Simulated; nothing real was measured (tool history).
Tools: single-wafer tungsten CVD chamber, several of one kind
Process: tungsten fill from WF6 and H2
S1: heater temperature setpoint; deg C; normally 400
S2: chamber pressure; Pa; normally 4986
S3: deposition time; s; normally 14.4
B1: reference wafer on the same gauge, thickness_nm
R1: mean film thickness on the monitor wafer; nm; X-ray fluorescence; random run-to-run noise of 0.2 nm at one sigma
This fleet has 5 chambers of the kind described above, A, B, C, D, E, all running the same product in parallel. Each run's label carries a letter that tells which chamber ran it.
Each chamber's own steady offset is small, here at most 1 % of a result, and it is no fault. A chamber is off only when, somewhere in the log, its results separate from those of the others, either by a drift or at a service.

Run 1C, hour 7.3: usual settings; B1 39.522. Result: R1 46.341 nm.
Run 2D, hour 18.6: usual settings; B1 39.486. Result: R1 46.558 nm.
Run 3B, hour 28.8: usual settings; B1 39.498. Result: R1 46.719 nm.
Run 4E, hour 42.8: usual settings; B1 39.488. Result: R1 46.289 nm.
Run 5A, hour 54.6: usual settings; B1 39.505. Result: R1 45.87 nm.
Run 6C, hour 64.2: usual settings; B1 39.468. Result: R1 46.233 nm.
Run 7B, hour 76.3: usual settings; B1 39.491. Result: R1 47.042 nm.
Run 8E, hour 85: usual settings; B1 39.516. Result: R1 46.338 nm.
Run 9A, hour 97.5: usual settings but S1 391 deg C; B1 39.515. Result: R1 38.876 nm.
Run 10D, hour 111: usual settings but S1 391 deg C; B1 39.509. Result: R1 39.393 nm.
Run 11E, hour 124.4: usual settings but S1 391 deg C; B1 39.483. Result: R1 39.32 nm.
Run 12A, hour 135.2: usual settings but S1 391 deg C; B1 39.475. Result: R1 39.022 nm.
Run 13B, hour 142.7: usual settings but S1 391 deg C; B1 39.478. Result: R1 39.426 nm.
Run 14C, hour 151.4: usual settings; B1 39.49. Result: R1 46.244 nm.
Run 15D, hour 165.8: usual settings; B1 39.477. Result: R1 46.688 nm.
At hour 170.1: chamber B: capacitance manometer re-zeroed and calibrated.
Run 16B, hour 178.1: usual settings; B1 39.523. Result: R1 46.502 nm.
Run 17E, hour 186.9: usual settings; B1 39.526. Result: R1 46.423 nm.
Run 18A, hour 198.3: usual settings; B1 39.527. Result: R1 46.279 nm.
Run 19D, hour 213.4: usual settings; B1 39.485. Result: R1 46.691 nm.
Run 20C, hour 223.9: usual settings; B1 39.512. Result: R1 46.519 nm.
Run 21E, hour 233.9: usual settings; B1 39.482. Result: R1 46.218 nm.
Run 22C, hour 247.3: usual settings; B1 39.478. Result: R1 46.022 nm.
Run 23D, hour 261: usual settings; B1 39.523. Result: R1 46.611 nm.
Run 24A, hour 270.7: usual settings; B1 39.507. Result: R1 45.883 nm.
Run 25B, hour 283.4: usual settings; B1 39.515. Result: R1 46.599 nm.
Run 26A, hour 293.5: usual settings; B1 39.535. Result: R1 46.35 nm.
Run 27E, hour 308.3: usual settings; B1 39.471. Result: R1 45.797 nm.
Run 28C, hour 322.8: usual settings; B1 39.482. Result: R1 46.08 nm.
Run 29D, hour 335.7: usual settings but S2 5999 Pa, S3 12.4 s; B1 39.467. Result: R1 43.806 nm.
Run 30B, hour 346.9: usual settings but S2 5999 Pa, S3 12.4 s; B1 39.481. Result: R1 44.025 nm.
Run 31D, hour 357.8: usual settings but S2 5999 Pa, S3 12.4 s; B1 39.503. Result: R1 43.664 nm.
Run 32C, hour 365.4: usual settings but S2 5999 Pa, S3 12.4 s; B1 39.48. Result: R1 43.266 nm.
Run 33A, hour 377.9: usual settings but S2 5999 Pa, S3 12.4 s; B1 39.483. Result: R1 43.371 nm.
Run 34E, hour 386: usual settings; B1 39.501. Result: R1 45.532 nm.
Run 35B, hour 397.5: usual settings; B1 39.51. Result: R1 46.447 nm.
Run 36B, hour 405: usual settings; B1 39.512. Result: R1 46.695 nm.
Run 37D, hour 415.9: usual settings; B1 39.493. Result: R1 46.894 nm.
Run 38A, hour 428.5: usual settings but S2 4186 Pa, S3 12.4 s; B1 39.514. Result: R1 36.419 nm.
Run 39E, hour 442.3: usual settings but S2 4186 Pa, S3 12.4 s; B1 39.508. Result: R1 35.616 nm.
Run 40C, hour 454.3: usual settings but S2 4186 Pa, S3 12.4 s; B1 39.528. Result: R1 36.541 nm.

Next, all 5 chambers run the settings below, one line each with question marks for the results. What does each chamber give?
Run 41A, hour 465.3: usual settings. Result: R1 ?.
Run 41B, hour 465.3: usual settings. Result: R1 ?.
Run 41C, hour 465.3: usual settings. Result: R1 ?.
Run 41D, hour 465.3: usual settings. Result: R1 ?.
Run 41E, hour 465.3: usual settings. Result: R1 ?.

run      R1
41A  46.228
41B  46.844
41C  46.327
41D  46.501
41E  44.898

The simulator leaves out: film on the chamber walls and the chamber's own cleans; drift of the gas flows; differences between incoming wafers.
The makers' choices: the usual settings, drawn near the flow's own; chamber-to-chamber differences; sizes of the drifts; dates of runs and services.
